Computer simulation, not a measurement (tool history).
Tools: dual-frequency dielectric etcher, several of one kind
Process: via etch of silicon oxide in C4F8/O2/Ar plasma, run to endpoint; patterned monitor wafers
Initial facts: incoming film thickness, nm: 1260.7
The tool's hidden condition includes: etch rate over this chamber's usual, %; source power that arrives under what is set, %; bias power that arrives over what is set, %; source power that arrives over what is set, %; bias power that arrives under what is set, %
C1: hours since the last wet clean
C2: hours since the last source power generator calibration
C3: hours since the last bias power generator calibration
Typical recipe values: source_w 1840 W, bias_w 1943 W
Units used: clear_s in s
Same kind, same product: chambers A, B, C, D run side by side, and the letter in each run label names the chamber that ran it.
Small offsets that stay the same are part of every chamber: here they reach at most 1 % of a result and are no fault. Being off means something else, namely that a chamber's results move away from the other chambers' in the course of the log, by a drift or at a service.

run 1B hour=10.9 | source_w=1840 bias_w=1943 | C1=206.6 C2=2328.8 C3=3907.5 | clear_s=259.08
run 2A hour=24.9 | source_w=1840 bias_w=1943 | C1=254.6 C2=3226.7 C3=2025.7 | clear_s=259.41
run 3C hour=33.4 | source_w=1840 bias_w=1943 | C1=35.8 C2=1669.8 C3=1526.2 | clear_s=256.49
run 4D hour=42.8 | source_w=1840 bias_w=1943 | C1=210.3 C2=105.2 C3=242.2 | clear_s=254.57
run 5C hour=53.4 | source_w=1840 bias_w=1943 | C1=55.8 C2=1689.8 C3=1546.2 | clear_s=259.97
run 6D hour=68.1 | source_w=1840 bias_w=1943 | C1=235.6 C2=130.5 C3=267.5 | clear_s=257.73
run 7B hour=84.5 | source_w=1840 bias_w=1943 | C1=280.2 C2=2402.4 C3=3981.1 | clear_s=258.9
run 8A hour=92.3 | source_w=1840 bias_w=1943 | C1=322 C2=3294.1 C3=2093.1 | clear_s=261.91
run 9D hour=102.3 | source_w=1840 bias_w=1943 | C1=269.8 C2=164.7 C3=301.7 | clear_s=261.21
run 10C hour=118.4 | source_w=1840 bias_w=1943 | C1=120.8 C2=1754.8 C3=1611.2 | clear_s=261.5
run 11A hour=129.7 | source_w=1840 bias_w=1943 | C1=359.4 C2=3331.5 C3=2130.5 | clear_s=258.96
run 12B hour=146 | source_w=1840 bias_w=1943 | C1=341.7 C2=2463.9 C3=4042.6 | clear_s=261.99
run 13A hour=155 | source_w=1840 bias_w=1943 | C1=384.7 C2=3356.8 C3=2155.8 | clear_s=265.13
run 14B hour=162.3 | source_w=1840 bias_w=1943 | C1=358 C2=2480.2 C3=4058.9 | clear_s=258.16
run 15D hour=171.1 | source_w=1840 bias_w=1943 | C1=338.6 C2=233.5 C3=370.5 | clear_s=260.65
run 16C hour=180.6 | source_w=1840 bias_w=1943 | C1=183 C2=1817 C3=1673.4 | clear_s=258.4
-- hour=184.8 chamber B: wet clean of the chamber
run 17C hour=193 | source_w=1840 bias_w=1943 | C1=195.4 C2=1829.4 C3=1685.8 | clear_s=259.87
-- hour=200.8 chamber A: wet clean of the chamber
run 18B hour=204 | source_w=1840 bias_w=1943 | C1=19.2 C2=2521.9 C3=4100.6 | clear_s=258.88
run 19D hour=219.5 | source_w=1840 bias_w=1943 | C1=387 C2=281.9 C3=418.9 | clear_s=258.25
run 20A hour=231.1 | source_w=1840 bias_w=1943 | C1=30.3 C2=3432.9 C3=2231.9 | clear_s=259.22
run 21A hour=245.5 | source_w=1840 bias_w=1943 | C1=44.7 C2=3447.3 C3=2246.3 | clear_s=265.96
run 22C hour=254.3 | source_w=1840 bias_w=1943 | C1=256.7 C2=1890.7 C3=1747.1 | clear_s=256.25
run 23B hour=267.9 | source_w=1840 bias_w=1943 | C1=83.1 C2=2585.8 C3=4164.5 | clear_s=261.63
run 24D hour=275.7 | source_w=2050 bias_w=2375 | C1=443.2 C2=338.1 C3=475.1 | clear_s=236.25
run 25D hour=283.5 | source_w=2050 bias_w=2375 | C1=451 C2=345.9 C3=482.9 | clear_s=237.9
run 26C hour=297.1 | source_w=2050 bias_w=2375 | C1=299.5 C2=1933.5 C3=1789.9 | clear_s=234.4
run 27B hour=309.9 | source_w=2050 bias_w=2375 | C1=125.1 C2=2627.8 C3=4206.5 | clear_s=235.33
run 28A hour=318.9 | source_w=1840 bias_w=1943 | C1=118.1 C2=3520.7 C3=2319.7 | clear_s=261.54
run 29D hour=329.7 | source_w=1840 bias_w=2171 | C1=497.2 C2=392.1 C3=529.1 | clear_s=253.88
run 30B hour=343.7 | source_w=1840 bias_w=2171 | C1=158.9 C2=2661.6 C3=4240.3 | clear_s=251.16
run 31A hour=357 | source_w=1840 bias_w=2171 | C1=156.2 C2=3558.8 C3=2357.8 | clear_s=250.94
run 32C hour=373.1 | source_w=1840 bias_w=2171 | C1=375.5 C2=2009.5 C3=1865.9 | clear_s=253.93
-- hour=388.3 chamber D: wet clean of the chamber
run 33D hour=388.8 | source_w=1840 bias_w=1943 | C1=0.5 C2=451.2 C3=588.2 | clear_s=260.44
-- hour=390.4 chamber C: wet clean of the chamber
run 34B hour=402.3 | source_w=1840 bias_w=1943 | C1=217.5 C2=2720.2 C3=4298.9 | clear_s=262.37
run 35C hour=414.9 | source_w=1840 bias_w=1943 | C1=24.6 C2=2051.3 C3=1907.7 | clear_s=260.28

Next, all 4 chambers run the settings below, one line each with question marks for the results. What does each chamber give?
run 36A hour=426.6 | source_w=2200 bias_w=1943 | clear_s=?
run 36B hour=426.6 | source_w=2200 bias_w=1943 | clear_s=?
run 36C hour=426.6 | source_w=2200 bias_w=1943 | clear_s=?
run 36D hour=426.6 | source_w=2200 bias_w=1943 | clear_s=?

run=36A clear_s=240.62
run=36B clear_s=243.43
run=36C clear_s=244.14
run=36D clear_s=243.09
